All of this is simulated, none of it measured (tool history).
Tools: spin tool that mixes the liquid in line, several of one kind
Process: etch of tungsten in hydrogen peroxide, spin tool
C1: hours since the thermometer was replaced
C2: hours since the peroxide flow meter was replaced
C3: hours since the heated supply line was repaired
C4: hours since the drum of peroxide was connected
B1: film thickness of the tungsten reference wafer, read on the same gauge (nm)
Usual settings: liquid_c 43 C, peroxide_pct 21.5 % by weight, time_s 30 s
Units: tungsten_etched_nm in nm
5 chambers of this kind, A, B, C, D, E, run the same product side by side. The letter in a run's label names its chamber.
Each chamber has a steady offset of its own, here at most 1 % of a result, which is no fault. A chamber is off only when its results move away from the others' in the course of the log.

Run 1E, day 0.15: usual settings; C1 211.2; C2 975.1; C3 2362.7; C4 514; B1 50.038. Result: tungsten_etched_nm 23.085 nm.
Run 2C, day 0.279: usual settings; C1 247.7; C2 77.4; C3 945.8; C4 495.6; B1 50.039. Result: tungsten_etched_nm 22.923 nm.
Run 3B, day 0.45: usual settings; C1 514.7; C2 375.4; C3 553.2; C4 126.9; B1 49.98. Result: tungsten_etched_nm 22.845 nm.
Run 4D, day 0.571: usual settings; C1 20.6; C2 435.7; C3 2285.4; C4 145.2; B1 49.962. Result: tungsten_etched_nm 22.713 nm.
Run 5A, day 0.708: usual settings; C1 348.8; C2 811.2; C3 2402.2; C4 58.7; B1 50.003. Result: tungsten_etched_nm 22.746 nm.
Run 6D, day 0.904: usual settings; C1 28.6; C2 443.7; C3 2293.4; C4 153.2; B1 49.983. Result: tungsten_etched_nm 22.689 nm.
Run 7B, day 1.067: usual settings; C1 529.5; C2 390.2; C3 568; C4 141.7; B1 50.011. Result: tungsten_etched_nm 22.61 nm.
Run 8E, day 1.262: usual settings; C1 237.9; C2 1001.8; C3 2389.4; C4 540.7; B1 50.012. Result: tungsten_etched_nm 22.635 nm.
Run 9A, day 1.467: usual settings; C1 367; C2 829.4; C3 2420.4; C4 76.9; B1 50.016. Result: tungsten_etched_nm 22.668 nm.
Run 10C, day 1.638: usual settings; C1 280.3; C2 110; C3 978.4; C4 528.2; B1 49.98. Result: tungsten_etched_nm 22.804 nm.
Run 11D, day 1.783: usual settings; C1 49.7; C2 464.8; C3 2314.5; C4 174.3; B1 49.999. Result: tungsten_etched_nm 23.122 nm.
Run 12B, day 1.979: usual settings; C1 551.4; C2 412.1; C3 589.9; C4 163.6; B1 50.001. Result: tungsten_etched_nm 23.033 nm.
Run 13A, day 2.138: usual settings; C1 383.1; C2 845.5; C3 2436.5; C4 93; B1 49.965. Result: tungsten_etched_nm 22.268 nm.
Run 14C, day 2.296: usual settings; C1 296.1; C2 125.8; C3 994.2; C4 544; B1 49.988. Result: tungsten_etched_nm 22.589 nm.
Run 15E, day 2.517: usual settings; C1 268; C2 1031.9; C3 2419.5; C4 570.8; B1 49.962. Result: tungsten_etched_nm 22.755 nm.
Run 16A, day 2.65: usual settings; C1 395.4; C2 857.8; C3 2448.8; C4 105.3; B1 49.975. Result: tungsten_etched_nm 21.716 nm.
Run 17C, day 2.854: usual settings; C1 309.5; C2 139.2; C3 1007.6; C4 557.4; B1 50.012. Result: tungsten_etched_nm 22.516 nm.
Run 18D, day 2.979: usual settings but liquid_c 47 C, peroxide_pct 19.5 % by weight; C1 78.4; C2 493.5; C3 2343.2; C4 203; B1 50.014. Result: tungsten_etched_nm 27.661 nm.
Run 19B, day 3.112: usual settings but liquid_c 47 C, peroxide_pct 19.5 % by weight; C1 578.6; C2 439.3; C3 617.1; C4 190.8; B1 50.015. Result: tungsten_etched_nm 28.095 nm.
At day 3.217: chamber C: new drum of peroxide connected.
Run 20E, day 3.338: usual settings but liquid_c 47 C, peroxide_pct 19.5 % by weight; C1 287.7; C2 1051.6; C3 2439.2; C4 590.5; B1 49.954. Result: tungsten_etched_nm 27.909 nm.
At day 3.342: chamber C: heated supply line repaired.
Run 21C, day 3.488: usual settings but liquid_c 47 C, peroxide_pct 19.5 % by weight; C1 324.7; C2 154.4; C3 3.5; C4 6.6; B1 49.982. Result: tungsten_etched_nm 28.102 nm.
Run 22B, day 3.658: usual settings but liquid_c 47 C, peroxide_pct 19.5 % by weight; C1 591.7; C2 452.4; C3 630.2; C4 203.9; B1 50.029. Result: tungsten_etched_nm 28.038 nm.
Run 23D, day 3.867: usual settings; C1 99.7; C2 514.8; C3 2364.5; C4 224.3; B1 50.017. Result: tungsten_etched_nm 22.818 nm.
Run 24E, day 4: usual settings; C1 303.6; C2 1067.5; C3 2455.1; C4 606.4; B1 50.002. Result: tungsten_etched_nm 23.203 nm.
Run 25A, day 4.188: usual settings; C1 432.3; C2 894.7; C3 2485.7; C4 142.2; B1 50.006. Result: tungsten_etched_nm 21.483 nm.
Run 26C, day 4.312: usual settings; C1 344.5; C2 174.2; C3 23.3; C4 26.4; B1 49.992. Result: tungsten_etched_nm 23.004 nm.
Run 27D, day 4.442: usual settings; C1 113.5; C2 528.6; C3 2378.3; C4 238.1; B1 50.055. Result: tungsten_etched_nm 22.473 nm.
Run 28B, day 4.562: usual settings; C1 613.4; C2 474.1; C3 651.9; C4 225.6; B1 49.985. Result: tungsten_etched_nm 22.356 nm.
Run 29E, day 4.717: usual settings but time_s 50 s; C1 320.8; C2 1084.7; C3 2472.3; C4 623.6; B1 50.026. Result: tungsten_etched_nm 38.35 nm.
Run 30A, day 4.921: usual settings but time_s 50 s; C1 449.9; C2 912.3; C3 2503.3; C4 159.8; B1 49.977. Result: tungsten_etched_nm 34.452 nm.
Run 31B, day 5.079: usual settings but time_s 50 s; C1 625.8; C2 486.5; C3 664.3; C4 238; B1 49.961. Result: tungsten_etched_nm 37.98 nm.
Run 32A, day 5.196: usual settings but time_s 50 s; C1 456.5; C2 918.9; C3 2509.9; C4 166.4; B1 49.952. Result: tungsten_etched_nm 34.471 nm.
Run 33D, day 5.325: usual settings but time_s 50 s; C1 134.7; C2 549.8; C3 2399.5; C4 259.3; B1 50.03. Result: tungsten_etched_nm 37.879 nm.
Run 34E, day 5.462: usual settings; C1 338.7; C2 1102.6; C3 2490.2; C4 641.5; B1 50.014. Result: tungsten_etched_nm 22.871 nm.
Run 35C, day 5.562: usual settings; C1 374.5; C2 204.2; C3 53.3; C4 56.4; B1 50.041. Result: tungsten_etched_nm 22.892 nm.

Is one chamber off against the others, does the gauge drift, or is nothing wrong? If a chamber is off, say which, and what the likeliest cause is.

Chamber A drifts away from the others.
Cause: liquid colder than its thermometer reads (K) = 1.65.
The log may not tell that from: temperature lost on the way to the wafer (K).

Here are 4 candidates for chamber A's next run, each the usual settings with a change, their results left as question marks. Which one brings its results back in line with what the others give on the usual settings?
In line means no further than this from the other chambers' mean on the usual settings: tungsten_etched_nm 0.7 nm
Run 36A-1, day 5.729: usual settings but liquid_c 46 C. Result: tungsten_etched_nm ?.
Run 36A-2, day 5.729: usual settings but peroxide_pct 14.5 % by weight. Result: tungsten_etched_nm ?.
Run 36A-3, day 5.729: usual settings but liquid_c 41.5 C, peroxide_pct 21 % by weight. Result: tungsten_etched_nm ?.
Run 36A-4, day 5.729: usual settings but liquid_c 44.5 C, peroxide_pct 22 % by weight. Result: tungsten_etched_nm ?.

The other chambers' mean on the usual settings: tungsten_etched_nm 22.836 nm
  run  tungsten_etched_nm
36A-1              24.888
36A-2              16.798
36A-3              18.361
36A-4              22.857
36A-4 brings the chamber back in line.

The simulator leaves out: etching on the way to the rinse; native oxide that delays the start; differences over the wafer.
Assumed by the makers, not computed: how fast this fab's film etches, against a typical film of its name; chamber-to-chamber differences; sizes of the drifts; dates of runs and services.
